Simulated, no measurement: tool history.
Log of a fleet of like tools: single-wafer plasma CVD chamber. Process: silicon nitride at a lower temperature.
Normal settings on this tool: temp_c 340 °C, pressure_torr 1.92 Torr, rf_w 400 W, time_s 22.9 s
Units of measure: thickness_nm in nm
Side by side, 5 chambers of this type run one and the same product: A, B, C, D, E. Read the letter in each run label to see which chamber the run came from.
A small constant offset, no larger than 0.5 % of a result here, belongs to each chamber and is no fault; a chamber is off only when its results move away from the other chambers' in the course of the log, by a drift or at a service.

run,hour,temp_c,pressure_torr,rf_w,time_s,hours since the last thermocouple change,hours since the last RF generator calibration,hours since the last manometer calibration,"read-back reference wafer on the same gauge, thickness_nm",thickness_nm
1E,14.8,340,1.92,400,22.9,267.8,326.6,287.3,28.02,33.949
2B,28,340,1.92,400,22.9,1279.7,1515.5,1368.7,27.984,34.332
3A,43.5,340,1.92,400,22.9,203.8,408.3,107,27.966,34.03
4D,55.1,340,1.92,400,22.9,732.4,736.8,1121.4,27.995,34.1
5C,63.1,340,1.92,400,22.9,1527.1,1123.3,172.3,27.962,34.084
6C,71.4,351,1.92,400,25.1,1535.4,1131.6,180.6,27.994,37.17
7A,87.2,351,1.92,400,25.1,247.5,452,150.7,27.995,37.024
8B,98.7,351,1.92,400,25.1,1350.4,1586.2,1439.4,28.015,37.165
9E,112.2,351,1.92,400,25.1,365.2,424,384.7,28.022,37.234
10D,121.3,351,1.92,400,25.1,798.6,803,1187.6,28.027,37.633
11C,130.3,340,1.92,400,22.9,1594.3,1190.5,239.5,27.987,34.278
12B,142.8,340,1.92,400,22.9,1394.5,1630.3,1483.5,27.964,34.364
13D,154.7,340,1.92,400,22.9,832,836.4,1221,27.982,34.254
# hour 156.5: chamber C: thermocouple changed; heater temperature recalibrated
14E,163.2,340,1.5,400,22.9,416.2,475,435.7,28.01,31.96
15A,177.7,340,1.5,400,22.9,338,542.5,241.2,27.96,31.664
16E,190.3,340,1.5,400,22.9,443.3,502.1,462.8,27.994,31.961
17B,205.7,340,1.5,400,22.9,1457.4,1693.2,1546.4,27.996,31.867
18C,216,340,1.5,400,22.9,59.5,1276.2,325.2,27.989,32.26
19D,226,340,1.92,400,22.9,903.3,907.7,1292.3,27.977,34.024
20A,234.3,340,1.92,400,22.9,394.6,599.1,297.8,28.043,34.006
21D,249.2,340,1.68,425,22.9,926.5,930.9,1315.5,28.042,33.89
22A,260.8,340,1.68,425,22.9,421.1,625.6,324.3,28.009,34.174
23E,275.1,340,1.68,425,22.9,528.1,586.9,547.6,28.009,34.277
24C,285.2,340,1.68,425,22.9,128.7,1345.4,394.4,28.023,34.606
25B,294.9,340,1.68,425,22.9,1546.6,1782.4,1635.6,27.986,34.078
26C,308.2,340,1.92,400,22.9,151.7,1368.4,417.4,28.009,34.232
27B,320,349,1.56,400,22.9,1571.7,1807.5,1660.7,27.97,32.068
28E,331.4,349,1.56,400,22.9,584.4,643.2,603.9,27.992,32.632
29A,340.1,349,1.56,400,22.9,500.4,704.9,403.6,28.006,32.035
30D,353.1,349,1.56,400,22.9,1030.4,1034.8,1419.4,28.008,31.74
31A,367.1,349,1.56,400,22.9,527.4,731.9,430.6,28.001,31.567
32B,375.8,340,1.92,400,22.9,1627.5,1863.3,1716.5,28.019,34.382
33E,383.6,340,1.92,400,22.9,636.6,695.4,656.1,28.002,34.622
34C,397.3,340,1.92,400,22.9,240.8,1457.5,506.5,28.013,34.157
35D,408.6,340,1.92,400,22.9,1085.9,1090.3,1474.9,28.013,33.32
36D,418.3,340,1.92,400,22.9,1095.6,1100,1484.6,28,33.016
37B,428.5,340,1.92,400,22.9,1680.2,1916,1769.2,28.014,34.374
38C,442.1,340,1.92,400,22.9,285.6,1502.3,551.3,28.024,34.243
39E,450.3,340,1.92,400,22.9,703.3,762.1,722.8,27.981,34.067
40A,458.7,340,1.92,340,24.3,619,823.5,522.2,27.984,32.141
41E,473.7,340,1.92,340,24.3,726.7,785.5,746.2,28.031,32.793
42B,485.7,340,1.92,340,24.3,1737.4,1973.2,1826.4,27.964,33.038

Read the log: is a single chamber off, either drifting away or since a service, is the gauge that measures every chamber drifting, or is nothing wrong beyond small per-chamber offsets? Name any odd chamber and what most likely caused it.

Little by little, chamber D moves away from the other chambers.
Cause: delivered RF power below the setpoint (%) = 7.8.

Below are 4 candidate recipes for chamber D's next run, each the usual settings with a change, their results shown as question marks. Which of them brings D's results back in line with what the other chambers give on the usual settings?
A result is in line if it is within this distance of the other chambers' mean on the usual settings: thickness_nm 0.64 nm
43D-1,497.1,340,1.9,390,22.2,,,,,?
43D-2,497.1,340,1.94,410,23.6,,,,,?
43D-3,497.1,340,1.9,395,22.9,,,,,?
43D-4,497.1,319,1.92,400,22.9,,,,,?

Other chambers, usual settings, mean: thickness_nm 34.184 nm
run,thickness_nm
43D-1,31.097
43D-2,34.3
43D-3,32.332
43D-4,32.927
43D-2 brings the chamber back in line.

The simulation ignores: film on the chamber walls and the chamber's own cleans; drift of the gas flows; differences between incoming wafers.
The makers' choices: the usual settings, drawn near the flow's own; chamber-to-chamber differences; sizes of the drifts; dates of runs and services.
